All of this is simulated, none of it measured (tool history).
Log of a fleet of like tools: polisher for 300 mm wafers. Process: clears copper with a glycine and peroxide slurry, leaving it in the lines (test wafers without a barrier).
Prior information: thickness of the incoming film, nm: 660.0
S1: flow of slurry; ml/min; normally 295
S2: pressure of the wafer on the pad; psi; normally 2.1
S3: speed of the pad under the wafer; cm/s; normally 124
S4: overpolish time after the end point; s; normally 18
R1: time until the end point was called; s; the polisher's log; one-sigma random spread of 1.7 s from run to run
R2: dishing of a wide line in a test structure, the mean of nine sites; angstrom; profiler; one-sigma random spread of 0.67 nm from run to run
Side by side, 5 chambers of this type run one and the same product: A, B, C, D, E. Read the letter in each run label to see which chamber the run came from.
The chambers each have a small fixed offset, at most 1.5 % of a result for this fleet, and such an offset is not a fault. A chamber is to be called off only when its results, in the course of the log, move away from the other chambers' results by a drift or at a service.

{"hour": 2.1, "done": "chamber D: worn pad replaced by a new one"}
{"run": "1D", "hour": 6.1, "S1": 295, "S2": 2.1, "S3": 124, "S4": 18, "R1": 139.36, "R2": 367.94}
{"run": "2E", "hour": 14.3, "S1": 295, "S2": 2.1, "S3": 124, "S4": 18, "R1": 140.54, "R2": 365.15}
{"run": "3C", "hour": 21.7, "S1": 295, "S2": 2.1, "S3": 124, "S4": 18, "R1": 141.55, "R2": 362.1}
{"run": "4B", "hour": 25.7, "S1": 295, "S2": 2.1, "S3": 124, "S4": 18, "R1": 139.18, "R2": 361.45}
{"run": "5A", "hour": 30.7, "S1": 295, "S2": 2.1, "S3": 124, "S4": 18, "R1": 137.79, "R2": 380.46}
{"hour": 32.0, "done": "chamber E: slurry nozzle cleaned"}
{"hour": 32.3, "done": "chamber A: worn pad replaced by a new one"}
{"hour": 34.5, "done": "chamber E: head pressure recalibrated"}
{"run": "6B", "hour": 37.8, "S1": 295, "S2": 2.1, "S3": 124, "S4": 18, "R1": 140.21, "R2": 369.74}
{"run": "7E", "hour": 45.7, "S1": 295, "S2": 2.1, "S3": 124, "S4": 18, "R1": 138.51, "R2": 376.58}
{"hour": 46.3, "done": "chamber E: worn pad replaced by a new one"}
{"run": "8C", "hour": 49.5, "S1": 295, "S2": 2.1, "S3": 166, "S4": 18, "R1": 109.67, "R2": 382.59}
{"hour": 50.4, "done": "chamber C: worn pad replaced by a new one"}
{"run": "9D", "hour": 54.1, "S1": 295, "S2": 2.1, "S3": 166, "S4": 18, "R1": 111.1, "R2": 399.58}
{"run": "10A", "hour": 59.4, "S1": 295, "S2": 2.1, "S3": 166, "S4": 18, "R1": 104.07, "R2": 401.67}
{"run": "11D", "hour": 66.4, "S1": 295, "S2": 2.1, "S3": 166, "S4": 18, "R1": 110.19, "R2": 405.88}
{"run": "12A", "hour": 73.1, "S1": 295, "S2": 2.1, "S3": 166, "S4": 18, "R1": 108.28, "R2": 406.49}
{"run": "13E", "hour": 78.9, "S1": 295, "S2": 2.1, "S3": 124, "S4": 18, "R1": 140.36, "R2": 363.15}
{"run": "14C", "hour": 85.0, "S1": 225, "S2": 2.1, "S3": 82, "S4": 18, "R1": 197.49, "R2": 318.75}
{"run": "15B", "hour": 90.6, "S1": 225, "S2": 2.1, "S3": 82, "S4": 18, "R1": 204.51, "R2": 309.42}
{"hour": 93.4, "done": "chamber A: worn pad replaced by a new one"}
{"hour": 95.2, "done": "chamber A: head pressure recalibrated"}
{"run": "16D", "hour": 96.9, "S1": 225, "S2": 2.1, "S3": 82, "S4": 18, "R1": 197.16, "R2": 319.69}
{"run": "17E", "hour": 101.8, "S1": 225, "S2": 2.1, "S3": 82, "S4": 18, "R1": 202.68, "R2": 324.94}
{"run": "18B", "hour": 107.3, "S1": 225, "S2": 2.1, "S3": 82, "S4": 18, "R1": 204.5, "R2": 302.22}
{"run": "19C", "hour": 113.2, "S1": 395, "S2": 1.5, "S3": 124, "S4": 18, "R1": 176, "R2": 323.05}
{"run": "20A", "hour": 118.3, "S1": 395, "S2": 1.5, "S3": 124, "S4": 18, "R1": 171.17, "R2": 329.41}
{"run": "21E", "hour": 123.2, "S1": 395, "S2": 1.5, "S3": 124, "S4": 18, "R1": 177.27, "R2": 335.07}
{"hour": 123.3, "done": "chamber D: worn pad replaced by a new one"}
{"run": "22A", "hour": 127.0, "S1": 395, "S2": 1.5, "S3": 124, "S4": 18, "R1": 176.35, "R2": 337.58}
{"run": "23B", "hour": 133.1, "S1": 395, "S2": 1.5, "S3": 124, "S4": 18, "R1": 182.08, "R2": 321.44}
{"run": "24D", "hour": 141.3, "S1": 295, "S2": 2.1, "S3": 124, "S4": 18, "R1": 138.5, "R2": 377.01}
{"hour": 143.7, "done": "chamber A: worn pad replaced by a new one"}
{"run": "25C", "hour": 145.9, "S1": 295, "S2": 2.1, "S3": 124, "S4": 18, "R1": 139.11, "R2": 368.64}
{"hour": 149.0, "done": "chamber E: worn pad replaced by a new one"}
{"run": "26E", "hour": 150.6, "S1": 295, "S2": 2.1, "S3": 124, "S4": 24, "R1": 140.58, "R2": 406.32}
{"run": "27A", "hour": 158.6, "S1": 295, "S2": 2.1, "S3": 124, "S4": 24, "R1": 136.37, "R2": 428.63}
{"run": "28B", "hour": 166.3, "S1": 295, "S2": 2.1, "S3": 124, "S4": 24, "R1": 146.27, "R2": 407.94}
{"run": "29C", "hour": 171.1, "S1": 295, "S2": 2.1, "S3": 124, "S4": 24, "R1": 140.47, "R2": 420.96}
{"run": "30D", "hour": 177.8, "S1": 295, "S2": 2.1, "S3": 124, "S4": 24, "R1": 138.59, "R2": 404.12}
{"hour": 183.8, "done": "chamber C: worn pad replaced by a new one"}
{"run": "31E", "hour": 185.9, "S1": 295, "S2": 2.1, "S3": 124, "S4": 18, "R1": 141.78, "R2": 374.71}
{"run": "32B", "hour": 193.3, "S1": 295, "S2": 2.1, "S3": 124, "S4": 18, "R1": 149.01, "R2": 353.47}
{"run": "33C", "hour": 200.9, "S1": 295, "S2": 2.1, "S3": 124, "S4": 18, "R1": 138.95, "R2": 356.81}
{"hour": 201.7, "done": "chamber A: worn pad replaced by a new one"}
{"run": "34D", "hour": 208.4, "S1": 295, "S2": 2.1, "S3": 124, "S4": 18, "R1": 141.18, "R2": 365.81}
{"run": "35A", "hour": 214.2, "S1": 295, "S2": 2.1, "S3": 124, "S4": 18, "R1": 136.29, "R2": 367.55}
{"run": "36B", "hour": 217.9, "S1": 295, "S2": 2.1, "S3": 124, "S4": 18, "R1": 150.11, "R2": 358.83}

Next, every chamber runs the same settings. What will each give?
{"run": "37A", "hour": 223.8, "S1": 295, "S2": 2.1, "S3": 124, "S4": 18, "R1": "?", "R2": "?"}
{"run": "37B", "hour": 223.8, "S1": 295, "S2": 2.1, "S3": 124, "S4": 18, "R1": "?", "R2": "?"}
{"run": "37C", "hour": 223.8, "S1": 295, "S2": 2.1, "S3": 124, "S4": 18, "R1": "?", "R2": "?"}
{"run": "37D", "hour": 223.8, "S1": 295, "S2": 2.1, "S3": 124, "S4": 18, "R1": "?", "R2": "?"}
{"run": "37E", "hour": 223.8, "S1": 295, "S2": 2.1, "S3": 124, "S4": 18, "R1": "?", "R2": "?"}

run=37A R1=139.81 R2=376.21
run=37B R1=150.07 R2=346.31
run=37C R1=140.5 R2=362.61
run=37D R1=139.59 R2=358.06
run=37E R1=137.61 R2=370.31

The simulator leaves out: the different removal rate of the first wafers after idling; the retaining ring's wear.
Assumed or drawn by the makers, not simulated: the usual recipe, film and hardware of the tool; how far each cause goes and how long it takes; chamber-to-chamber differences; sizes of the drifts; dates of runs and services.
